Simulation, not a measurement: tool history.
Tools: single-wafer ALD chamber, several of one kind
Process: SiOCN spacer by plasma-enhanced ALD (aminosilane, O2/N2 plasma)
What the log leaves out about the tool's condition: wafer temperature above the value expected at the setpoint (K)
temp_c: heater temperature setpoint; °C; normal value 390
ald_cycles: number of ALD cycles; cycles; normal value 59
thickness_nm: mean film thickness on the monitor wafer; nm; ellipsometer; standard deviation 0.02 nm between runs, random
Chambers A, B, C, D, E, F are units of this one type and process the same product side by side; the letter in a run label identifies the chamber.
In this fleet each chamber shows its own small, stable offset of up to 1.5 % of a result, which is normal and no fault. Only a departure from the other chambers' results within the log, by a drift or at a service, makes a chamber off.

| run | hour | temp_c | ald_cycles | hours since the last thermocouple change | read-back reference wafer on the same gauge, thickness_nm | thickness_nm |
|---|---|---|---|---|---|---|
| 1A | 11.9 | 390 | 59 | 529.5 | 3.0242 | 3.5296 |
| 2F | 25.6 | 390 | 59 | 724.3 | 3.0260 | 3.5420 |
| 3E | 37.7 | 390 | 59 | 1061.7 | 3.0181 | 3.5261 |
| 4C | 51.4 | 390 | 59 | 1039.7 | 3.0188 | 3.5794 |
|  | 62.6 | chamber D: thermocouple changed; heater temperature recalibrated |
| 5B | 64.3 | 390 | 59 | 620.7 | 3.0225 | 3.6127 |
| 6D | 77.0 | 390 | 59 | 14.4 | 3.0184 | 3.5049 |
| 7A | 89.5 | 390 | 59 | 607.1 | 3.0195 | 3.5046 |
| 8F | 96.4 | 390 | 59 | 795.1 | 3.0231 | 3.5966 |
| 9B | 104.1 | 390 | 59 | 660.5 | 3.0187 | 3.6202 |
| 10C | 114.4 | 390 | 59 | 1102.7 | 3.0232 | 3.6197 |
| 11D | 127.8 | 390 | 59 | 65.2 | 3.0182 | 3.4825 |
| 12E | 134.9 | 380 | 59 | 1158.9 | 3.0217 | 3.5264 |
| 13F | 144.6 | 380 | 59 | 843.3 | 3.0164 | 3.5595 |
| 14A | 155.1 | 380 | 59 | 672.7 | 3.0197 | 3.5590 |
| 15B | 169.4 | 380 | 59 | 725.8 | 3.0156 | 3.5947 |
| 16D | 183.6 | 380 | 59 | 121.0 | 3.0252 | 3.5214 |
| 17C | 191.0 | 380 | 59 | 1179.3 | 3.0184 | 3.6045 |
| 18E | 198.3 | 390 | 59 | 1222.3 | 3.0186 | 3.5542 |
| 19A | 208.3 | 390 | 59 | 725.9 | 3.0183 | 3.5663 |
| 20C | 216.9 | 390 | 59 | 1205.2 | 3.0256 | 3.5983 |
| 21E | 225.8 | 390 | 59 | 1249.8 | 3.0195 | 3.5584 |
| 22B | 234.4 | 390 | 59 | 790.8 | 3.0231 | 3.6172 |
| 23D | 248.2 | 390 | 59 | 185.6 | 3.0228 | 3.5380 |
| 24F | 256.2 | 390 | 59 | 954.9 | 3.0219 | 3.5333 |
| 25E | 268.6 | 390 | 59 | 1292.6 | 3.0224 | 3.5479 |
| 26D | 282.8 | 390 | 59 | 220.2 | 3.0239 | 3.5331 |
| 27C | 297.4 | 390 | 59 | 1285.7 | 3.0200 | 3.5432 |
| 28B | 308.0 | 390 | 59 | 864.4 | 3.0227 | 3.6223 |
| 29A | 316.7 | 390 | 59 | 834.3 | 3.0192 | 3.5559 |
| 30F | 330.4 | 390 | 59 | 1029.1 | 3.0188 | 3.5659 |
| 31D | 342.5 | 390 | 59 | 279.9 | 3.0223 | 3.5488 |
| 32C | 350.7 | 390 | 59 | 1339.0 | 3.0190 | 3.5469 |
| 33A | 365.3 | 390 | 59 | 882.9 | 3.0194 | 3.5494 |
| 34F | 380.5 | 386 | 54 | 1079.2 | 3.0231 | 3.2349 |
| 35B | 388.2 | 386 | 54 | 944.6 | 3.0179 | 3.3019 |
| 36E | 396.8 | 386 | 54 | 1420.8 | 3.0194 | 3.2826 |
| 37D | 407.1 | 386 | 54 | 344.5 | 3.0184 | 3.2431 |
| 38C | 421.5 | 386 | 54 | 1409.8 | 3.0158 | 3.2747 |
| 39F | 430.6 | 386 | 54 | 1129.3 | 3.0200 | 3.2396 |
| 40E | 440.0 | 390 | 59 | 1464.0 | 3.0203 | 3.5737 |
| 41A | 447.7 | 390 | 59 | 965.3 | 3.0187 | 3.5436 |

All chambers now run identical settings, listed one chamber a line with results as question marks. What results will each chamber show?
| 42A | 458.9 | 390 | 59 |  |  | ? |
| 42B | 458.9 | 390 | 59 |  |  | ? |
| 42C | 458.9 | 390 | 59 |  |  | ? |
| 42D | 458.9 | 390 | 59 |  |  | ? |
| 42E | 458.9 | 390 | 59 |  |  | ? |
| 42F | 458.9 | 390 | 59 |  |  | ? |

| run | thickness_nm |
|---|---|
| 42A | 3.5359 |
| 42B | 3.5701 |
| 42C | 3.5671 |
| 42D | 3.5105 |
| 42E | 3.5270 |
| 42F | 3.5180 |

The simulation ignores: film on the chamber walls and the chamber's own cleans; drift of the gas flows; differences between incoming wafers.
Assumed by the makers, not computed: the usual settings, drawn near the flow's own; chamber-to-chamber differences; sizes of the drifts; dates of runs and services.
